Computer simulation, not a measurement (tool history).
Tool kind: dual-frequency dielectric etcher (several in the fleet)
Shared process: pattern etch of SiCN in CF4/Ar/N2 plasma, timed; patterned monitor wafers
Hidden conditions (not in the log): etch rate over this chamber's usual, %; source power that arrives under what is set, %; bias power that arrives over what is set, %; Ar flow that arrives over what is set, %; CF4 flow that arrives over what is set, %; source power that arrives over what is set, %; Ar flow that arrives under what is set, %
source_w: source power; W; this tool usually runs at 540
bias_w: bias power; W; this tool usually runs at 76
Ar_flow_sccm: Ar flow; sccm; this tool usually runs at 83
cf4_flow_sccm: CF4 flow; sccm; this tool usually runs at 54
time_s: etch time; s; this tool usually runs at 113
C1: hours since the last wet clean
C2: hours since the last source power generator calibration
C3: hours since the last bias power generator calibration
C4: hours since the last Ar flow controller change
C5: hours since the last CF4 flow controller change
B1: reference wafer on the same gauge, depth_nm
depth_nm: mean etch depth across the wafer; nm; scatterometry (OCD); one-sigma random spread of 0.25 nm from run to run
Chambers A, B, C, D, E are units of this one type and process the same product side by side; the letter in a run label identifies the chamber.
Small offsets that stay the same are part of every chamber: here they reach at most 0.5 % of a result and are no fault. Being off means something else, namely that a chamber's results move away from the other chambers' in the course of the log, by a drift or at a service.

At hour 5.8: chamber E: wet clean of the chamber.
Run 1D, hour 11.0: usual settings; C1 80.8; C2 758.6; C3 514.1; C4 1654.7; C5 1717.7; B1 99.983. Result: depth_nm 114.770 nm.
Run 2B, hour 26.1: usual settings; C1 352.5; C2 1058.8; C3 609.9; C4 554.8; C5 2677.2; B1 99.999. Result: depth_nm 115.140 nm.
Run 3C, hour 38.1: usual settings; C1 516.9; C2 4139.0; C3 1138.0; C4 1207.6; C5 3974.7; B1 100.030. Result: depth_nm 115.520 nm.
Run 4E, hour 47.8: usual settings; C1 42.0; C2 1822.0; C3 1016.1; C4 2520.1; C5 60.0; B1 99.966. Result: depth_nm 114.770 nm.
Run 5A, hour 57.6: usual settings but bias_w 93 W, Ar_flow_sccm 63 sccm; C1 331.8; C2 1992.8; C3 1934.8; C4 2471.6; C5 1353.7; B1 100.040. Result: depth_nm 128.290 nm.
Run 6C, hour 65.1: usual settings but bias_w 93 W, Ar_flow_sccm 63 sccm; C1 543.9; C2 4166.0; C3 1165.0; C4 1234.6; C5 4001.7; B1 100.070. Result: depth_nm 128.340 nm.
Run 7B, hour 79.0: usual settings but bias_w 93 W, Ar_flow_sccm 63 sccm; C1 405.4; C2 1111.7; C3 662.8; C4 607.7; C5 2730.1; B1 99.987. Result: depth_nm 128.350 nm.
Run 8D, hour 86.5: usual settings but bias_w 93 W, Ar_flow_sccm 63 sccm; C1 156.3; C2 834.1; C3 589.6; C4 1730.2; C5 1793.2; B1 99.997. Result: depth_nm 127.800 nm.
Run 9A, hour 93.8: usual settings but bias_w 93 W, Ar_flow_sccm 63 sccm; C1 368.0; C2 2029.0; C3 1971.0; C4 2507.8; C5 1389.9; B1 99.988. Result: depth_nm 127.630 nm.
Run 10E, hour 102.3: usual settings; C1 96.5; C2 1876.5; C3 1070.6; C4 2574.6; C5 114.5; B1 99.997. Result: depth_nm 115.050 nm.
Run 11E, hour 114.3: usual settings; C1 108.5; C2 1888.5; C3 1082.6; C4 2586.6; C5 126.5; B1 100.030. Result: depth_nm 115.130 nm.
Run 12A, hour 121.9: usual settings; C1 396.1; C2 2057.1; C3 1999.1; C4 2535.9; C5 1418.0; B1 99.982. Result: depth_nm 114.210 nm.
At hour 125.0: chamber B: CF4 flow controller replaced.
Run 13C, hour 136.1: usual settings; C1 614.9; C2 4237.0; C3 1236.0; C4 1305.6; C5 4072.7; B1 100.010. Result: depth_nm 115.050 nm.
Run 14B, hour 149.1: usual settings; C1 475.5; C2 1181.8; C3 732.9; C4 677.8; C5 24.2; B1 99.970. Result: depth_nm 114.860 nm.
Run 15D, hour 157.0: usual settings; C1 226.8; C2 904.6; C3 660.1; C4 1800.7; C5 1863.7; B1 100.010. Result: depth_nm 114.850 nm.
At hour 168.1: chamber C: source power generator calibrated.
Run 16E, hour 171.1: usual settings; C1 165.3; C2 1945.3; C3 1139.4; C4 2643.4; C5 183.3; B1 99.978. Result: depth_nm 114.790 nm.
At hour 182.3: chamber B: wet clean of the chamber.
Run 17B, hour 182.6: usual settings; C1 0.4; C2 1215.3; C3 766.4; C4 711.3; C5 57.7; B1 99.985. Result: depth_nm 114.890 nm.
At hour 183.5: chamber C: wet clean of the chamber.
Run 18D, hour 193.5: usual settings; C1 263.3; C2 941.1; C3 696.6; C4 1837.2; C5 1900.2; B1 100.020. Result: depth_nm 114.740 nm.
Run 19A, hour 207.7: usual settings; C1 481.9; C2 2142.9; C3 2084.9; C4 2621.7; C5 1503.8; B1 100.010. Result: depth_nm 114.650 nm.
Run 20C, hour 215.7: usual settings; C1 32.2; C2 47.6; C3 1315.6; C4 1385.2; C5 4152.3; B1 99.993. Result: depth_nm 117.220 nm.
Run 21A, hour 229.0: usual settings; C1 503.2; C2 2164.2; C3 2106.2; C4 2643.0; C5 1525.1; B1 99.993. Result: depth_nm 114.770 nm.
Run 22B, hour 237.4: usual settings but time_s 94 s; C1 55.2; C2 1270.1; C3 821.2; C4 766.1; C5 112.5; B1 100.040. Result: depth_nm 95.941 nm.
Run 23C, hour 244.3: usual settings but time_s 94 s; C1 60.8; C2 76.2; C3 1344.2; C4 1413.8; C5 4180.9; B1 99.970. Result: depth_nm 97.614 nm.
Run 24D, hour 259.7: usual settings but time_s 94 s; C1 329.5; C2 1007.3; C3 762.8; C4 1903.4; C5 1966.4; B1 99.946. Result: depth_nm 95.374 nm.
Run 25E, hour 271.2: usual settings but time_s 94 s; C1 265.4; C2 2045.4; C3 1239.5; C4 2743.5; C5 283.4; B1 100.040. Result: depth_nm 96.228 nm.
At hour 271.8: chamber A: wet clean of the chamber.
Run 26E, hour 281.8: usual settings but time_s 94 s; C1 276.0; C2 2056.0; C3 1250.1; C4 2754.1; C5 294.0; B1 100.040. Result: depth_nm 95.623 nm.
Run 27D, hour 292.7: usual settings; C1 362.5; C2 1040.3; C3 795.8; C4 1936.4; C5 1999.4; B1 100.070. Result: depth_nm 115.420 nm.
Run 28A, hour 307.7: usual settings; C1 35.9; C2 2242.9; C3 2184.9; C4 2721.7; C5 1603.8; B1 100.020. Result: depth_nm 114.290 nm.
Run 29C, hour 314.9: usual settings; C1 131.4; C2 146.8; C3 1414.8; C4 1484.4; C5 4251.5; B1 99.986. Result: depth_nm 117.650 nm.
Run 30B, hour 326.2: usual settings; C1 144.0; C2 1358.9; C3 910.0; C4 854.9; C5 201.3; B1 99.992. Result: depth_nm 115.090 nm.
Run 31E, hour 339.2: usual settings; C1 333.4; C2 2113.4; C3 1307.5; C4 2811.5; C5 351.4; B1 99.995. Result: depth_nm 115.140 nm.
Run 32B, hour 350.1: usual settings; C1 167.9; C2 1382.8; C3 933.9; C4 878.8; C5 225.2; B1 100.040. Result: depth_nm 114.680 nm.
Run 33A, hour 358.4: usual settings; C1 86.6; C2 2293.6; C3 2235.6; C4 2772.4; C5 1654.5; B1 100.020. Result: depth_nm 114.360 nm.
Run 34D, hour 371.4: usual settings; C1 441.2; C2 1119.0; C3 874.5; C4 2015.1; C5 2078.1; B1 100.050. Result: depth_nm 114.480 nm.
Run 35C, hour 382.7: usual settings; C1 199.2; C2 214.6; C3 1482.6; C4 1552.2; C5 4319.3; B1 100.000. Result: depth_nm 117.430 nm.
Run 36A, hour 391.8: usual settings; C1 120.0; C2 2327.0; C3 2269.0; C4 2805.8; C5 1687.9; B1 99.951. Result: depth_nm 114.590 nm.
Run 37D, hour 399.9: usual settings; C1 469.7; C2 1147.5; C3 903.0; C4 2043.6; C5 2106.6; B1 99.933. Result: depth_nm 114.460 nm.

One chamber off, gauge drift, or nothing amiss beyond the chambers' own small offsets? If it is a chamber, which one, and what is the likeliest cause?

A service left chamber C off against the others.
Likeliest cause: source power that arrives over what is set, % = 2.03.
With only this log, it may be confused with: etch rate over this chamber's usual, %.

Here are 4 candidates for chamber C's next run, each the usual settings with a change, their results left as question marks. Which one brings its results back in line with what the others give on the usual settings?
In line means no further than this from the other chambers' mean on the usual settings: depth_nm 0.920 nm
Run 38C-1, hour 411.1: usual settings but bias_w 72 W, cf4_flow_sccm 53 sccm. Result: depth_nm ?.
Run 38C-2, hour 411.1: usual settings but source_w 530 W, time_s 110.5 s. Result: depth_nm ?.
Run 38C-3, hour 411.1: usual settings but source_w 550 W, time_s 115.5 s. Result: depth_nm ?.
Run 38C-4, hour 411.1: usual settings but Ar_flow_sccm 78 sccm, cf4_flow_sccm 58 sccm. Result: depth_nm ?.

Mean of the other chambers on the usual settings: depth_nm 114.880 nm
  run  depth_nm
38C-1   114.680
38C-2   112.720
38C-3   121.770
38C-4   119.600
It is 38C-1 that realigns the chamber with its peers.
